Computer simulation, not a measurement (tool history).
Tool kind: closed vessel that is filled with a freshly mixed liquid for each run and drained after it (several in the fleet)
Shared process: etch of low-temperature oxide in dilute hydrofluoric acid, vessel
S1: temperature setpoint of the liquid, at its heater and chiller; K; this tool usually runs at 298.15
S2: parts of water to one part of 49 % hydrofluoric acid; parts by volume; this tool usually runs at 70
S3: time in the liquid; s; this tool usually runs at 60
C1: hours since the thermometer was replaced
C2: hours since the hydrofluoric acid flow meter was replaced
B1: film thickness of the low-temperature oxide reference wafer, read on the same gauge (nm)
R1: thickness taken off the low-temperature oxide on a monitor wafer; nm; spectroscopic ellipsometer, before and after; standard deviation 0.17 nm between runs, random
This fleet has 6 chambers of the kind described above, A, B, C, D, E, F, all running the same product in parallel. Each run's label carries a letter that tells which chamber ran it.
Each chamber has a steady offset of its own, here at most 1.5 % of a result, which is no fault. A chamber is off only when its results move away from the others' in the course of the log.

Run 1E, hour 5.5: usual settings; C1 536.5; C2 43.1; B1 29.984. Result: R1 22.2160 nm.
Run 2F, hour 11.5: usual settings; C1 1074.9; C2 1189.3; B1 29.988. Result: R1 22.3950 nm.
Run 3A, hour 15.0: usual settings; C1 601.3; C2 1334.8; B1 30.042. Result: R1 22.2730 nm.
At hour 21.1: chamber A: hydrofluoric acid flow meter replaced.
Run 4D, hour 21.6: usual settings; C1 133.2; C2 1171.3; B1 30.047. Result: R1 21.9790 nm.
Run 5C, hour 26.9: usual settings; C1 2589.5; C2 168.6; B1 29.989. Result: R1 22.4020 nm.
Run 6B, hour 33.6: usual settings but S3 85 s; C1 569.5; C2 793.5; B1 29.973. Result: R1 31.3140 nm.
Run 7B, hour 40.2: usual settings but S3 85 s; C1 576.1; C2 800.1; B1 30.033. Result: R1 30.8010 nm.
Run 8C, hour 44.9: usual settings but S3 85 s; C1 2607.5; C2 186.6; B1 29.991. Result: R1 31.8210 nm.
Run 9A, hour 50.9: usual settings but S3 85 s; C1 637.2; C2 29.8; B1 29.994. Result: R1 31.7930 nm.
Run 10D, hour 56.3: usual settings but S3 85 s; C1 167.9; C2 1206.0; B1 29.986. Result: R1 31.5430 nm.
Run 11F, hour 63.0: usual settings but S3 85 s; C1 1126.4; C2 1240.8; B1 30.014. Result: R1 31.6750 nm.
Run 12E, hour 69.3: usual settings; C1 600.3; C2 106.9; B1 29.949. Result: R1 21.9730 nm.
Run 13C, hour 76.5: usual settings; C1 2639.1; C2 218.2; B1 29.982. Result: R1 22.3510 nm.
Run 14E, hour 79.7: usual settings; C1 610.7; C2 117.3; B1 29.954. Result: R1 22.4350 nm.
At hour 80.2: chamber A: thermometer replaced.
Run 15D, hour 83.9: usual settings; C1 195.5; C2 1233.6; B1 30.016. Result: R1 21.9300 nm.
Run 16A, hour 87.7: usual settings; C1 7.6; C2 66.6; B1 30.002. Result: R1 22.1830 nm.
Run 17B, hour 93.4: usual settings; C1 629.3; C2 853.3; B1 29.994. Result: R1 22.1800 nm.
Run 18F, hour 100.6: usual settings; C1 1164.0; C2 1278.4; B1 30.009. Result: R1 22.1830 nm.
Run 19F, hour 104.9: usual settings; C1 1168.3; C2 1282.7; B1 29.970. Result: R1 22.1740 nm.
Run 20D, hour 108.2: usual settings but S2 95 parts by volume, S3 85 s; C1 219.8; C2 1257.9; B1 30.017. Result: R1 22.0780 nm.
Run 21C, hour 111.7: usual settings but S2 95 parts by volume, S3 85 s; C1 2674.3; C2 253.4; B1 30.025. Result: R1 22.5680 nm.
At hour 116.3: chamber B: hydrofluoric acid flow meter replaced.
Run 22A, hour 118.6: usual settings but S2 95 parts by volume, S3 85 s; C1 38.5; C2 97.5; B1 29.976. Result: R1 22.5060 nm.
Run 23E, hour 124.1: usual settings but S2 95 parts by volume, S3 85 s; C1 655.1; C2 161.7; B1 29.983. Result: R1 22.6330 nm.
Run 24B, hour 130.2: usual settings but S2 95 parts by volume, S3 85 s; C1 666.1; C2 14.0; B1 29.994. Result: R1 22.3750 nm.
Run 25A, hour 137.2: usual settings but S2 95 parts by volume, S3 85 s; C1 57.1; C2 116.1; B1 30.024. Result: R1 22.3790 nm.
Run 26E, hour 142.9: usual settings; C1 673.9; C2 180.5; B1 30.039. Result: R1 22.1150 nm.
Run 27F, hour 149.8: usual settings; C1 1213.2; C2 1327.6; B1 30.007. Result: R1 21.8160 nm.
Run 28B, hour 154.4: usual settings; C1 690.3; C2 38.2; B1 29.989. Result: R1 22.1400 nm.
Run 29C, hour 160.9: usual settings; C1 2723.5; C2 302.6; B1 29.993. Result: R1 22.7780 nm.
At hour 164.3: chamber C: thermometer replaced.
Run 30D, hour 166.9: usual settings but S2 90 parts by volume, S3 30 s; C1 278.5; C2 1316.6; B1 30.001. Result: R1 8.5533 nm.
Run 31A, hour 170.4: usual settings but S2 90 parts by volume, S3 30 s; C1 90.3; C2 149.3; B1 30.005. Result: R1 8.3479 nm.
Run 32B, hour 173.5: usual settings but S2 90 parts by volume, S3 30 s; C1 709.4; C2 57.3; B1 30.006. Result: R1 8.2653 nm.
Run 33E, hour 179.2: usual settings but S2 90 parts by volume, S3 30 s; C1 710.2; C2 216.8; B1 29.982. Result: R1 8.2762 nm.
Run 34C, hour 183.0: usual settings but S2 90 parts by volume, S3 30 s; C1 18.8; C2 324.7; B1 29.992. Result: R1 8.4422 nm.
Run 35F, hour 186.8: usual settings but S2 90 parts by volume, S3 30 s; C1 1250.2; C2 1364.6; B1 30.007. Result: R1 8.4231 nm.
Run 36D, hour 192.5: usual settings; C1 304.1; C2 1342.2; B1 30.010. Result: R1 23.1180 nm.
Run 37A, hour 197.8: usual settings; C1 117.7; C2 176.7; B1 29.999. Result: R1 22.4270 nm.
Run 38F, hour 202.2: usual settings; C1 1265.6; C2 1380.0; B1 29.967. Result: R1 22.0330 nm.
Run 39B, hour 206.1: usual settings; C1 742.0; C2 89.9; B1 29.997. Result: R1 22.1250 nm.
Run 40C, hour 210.0: usual settings; C1 45.8; C2 351.7; B1 30.000. Result: R1 22.2170 nm.
Run 41E, hour 215.6: usual settings; C1 746.6; C2 253.2; B1 29.953. Result: R1 22.2080 nm.
Run 42D, hour 222.6: usual settings; C1 334.2; C2 1372.3; B1 30.022. Result: R1 23.0950 nm.

For the next run the whole fleet of 6 chambers uses the same settings. Give each chamber's results:
Run 43A, hour 227.8: usual settings but S2 80 parts by volume. Result: R1 ?.
Run 43B, hour 227.8: usual settings but S2 80 parts by volume. Result: R1 ?.
Run 43C, hour 227.8: usual settings but S2 80 parts by volume. Result: R1 ?.
Run 43D, hour 227.8: usual settings but S2 80 parts by volume. Result: R1 ?.
Run 43E, hour 227.8: usual settings but S2 80 parts by volume. Result: R1 ?.
Run 43F, hour 227.8: usual settings but S2 80 parts by volume. Result: R1 ?.

run       R1
43A  19.1830
43B  18.9610
43C  19.1430
43D  19.7410
43E  19.3500
43F  19.3020
